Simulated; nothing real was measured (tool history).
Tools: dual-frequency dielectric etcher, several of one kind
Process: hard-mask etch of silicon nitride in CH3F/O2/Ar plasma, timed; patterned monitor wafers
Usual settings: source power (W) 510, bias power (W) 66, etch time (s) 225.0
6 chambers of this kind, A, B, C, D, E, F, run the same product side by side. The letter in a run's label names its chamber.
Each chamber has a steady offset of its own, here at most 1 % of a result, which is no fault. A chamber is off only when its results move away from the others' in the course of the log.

run	hour	source power (W)	bias power (W)	etch time (s)	read-back reference wafer on the same gauge, depth_nm	mean etch depth across the wafer (angstrom)
# hour 5.4: chamber E: wet clean of the chamber
1D	12.8	510	66	225.0	161.92	1690.1
2E	29.2	510	66	225.0	161.86	1692.7
3B	39.7	510	66	225.0	161.89	1676.7
# hour 46.1: chamber C: wet clean of the chamber
4C	47.5	510	66	225.0	162.13	1665.7
5A	56.0	510	66	225.0	162.01	1659.8
6F	68.8	510	66	177.5	161.99	1328.9
7E	76.2	510	66	177.5	162.07	1339.0
8C	83.6	510	66	177.5	162.09	1311.6
9F	98.4	510	66	177.5	162.18	1328.3
10B	113.7	510	66	177.5	162.05	1325.6
# hour 118.4: chamber E: bias power generator calibrated
11D	123.0	510	66	177.5	161.97	1331.6
12A	138.5	510	66	225.0	162.01	1664.1
13D	152.1	510	66	225.0	162.04	1684.7
14A	167.5	510	66	225.0	162.12	1664.4
15E	178.5	510	66	225.0	161.95	1691.2
16C	186.2	510	66	225.0	161.98	1678.3
17F	194.6	510	66	225.0	161.94	1688.3
18B	208.7	390	66	168.0	161.97	1138.1
19D	220.4	390	66	168.0	162.05	1141.7
20E	232.5	390	66	168.0	162.11	1135.1
21F	248.7	390	66	168.0	162.00	1135.9
# hour 251.4: chamber A: source power generator calibrated
22A	259.8	390	66	168.0	161.99	1128.8
23C	269.9	390	66	168.0	161.98	1128.0
24B	278.1	510	66	225.0	162.00	1678.9
# hour 284.6: chamber D: wet clean of the chamber
25E	293.2	440	66	225.0	161.92	1604.6
26F	300.8	440	66	225.0	161.98	1586.5
27D	311.9	440	66	225.0	162.05	1630.6
# hour 312.6: chamber A: wet clean of the chamber
28C	325.5	440	66	225.0	161.98	1573.6
29B	333.4	440	66	225.0	162.01	1585.6
# hour 342.4: chamber B: wet clean of the chamber
30A	347.6	440	66	225.0	162.02	1572.6
# hour 351.9: chamber D: source power generator calibrated
# hour 354.8: chamber E: wet clean of the chamber
31C	359.2	620	66	288.0	162.00	2307.2
# hour 360.9: chamber F: wet clean of the chamber
32D	370.6	620	66	288.0	161.97	2373.5
# hour 379.7: chamber C: wet clean of the chamber
33A	386.2	620	66	288.0	161.85	2301.6
34B	396.6	620	66	288.0	162.02	2320.5
35E	409.4	620	66	288.0	162.01	2338.8
36F	420.4	620	66	288.0	162.03	2316.5
37D	434.1	510	66	225.0	162.03	1724.8
38C	447.9	510	66	225.0	161.95	1672.6
39B	462.7	510	66	225.0	162.01	1695.3
40A	478.5	510	66	225.0	161.94	1672.1
41E	491.1	510	66	225.0	162.02	1702.9
42F	498.7	510	66	225.0	161.91	1685.5
43C	505.9	470	60	225.0	162.04	1567.0
44A	515.6	470	60	225.0	161.92	1572.5

Is one chamber off against the others, does the gauge drift, or is nothing wrong? If a chamber is off, say which, and what the likeliest cause is.

A service left chamber D off against the others.
Cause: etch rate over this chamber's usual, % = 1.82.

Here are 4 candidates for chamber D's next run, each the usual settings with a change, their results left as question marks. Which one brings its results back in line with what the others give on the usual settings?
In line means no further than this from the other chambers' mean on the usual settings: mean etch depth across the wafer (angstrom) 16.0
45D-1	527.4	510	66	230.5		?
45D-2	527.4	510	66	219.5		?
45D-3	527.4	510	66	226.5		?
45D-4	527.4	500	66	225.0		?

The other chambers' mean on the usual settings: mean etch depth across the wafer (angstrom) 1680.3
run	mean etch depth across the wafer (angstrom)
45D-1	1762.6
45D-2	1678.5
45D-3	1732.0
45D-4	1707.7
45D-2 brings the chamber back in line.
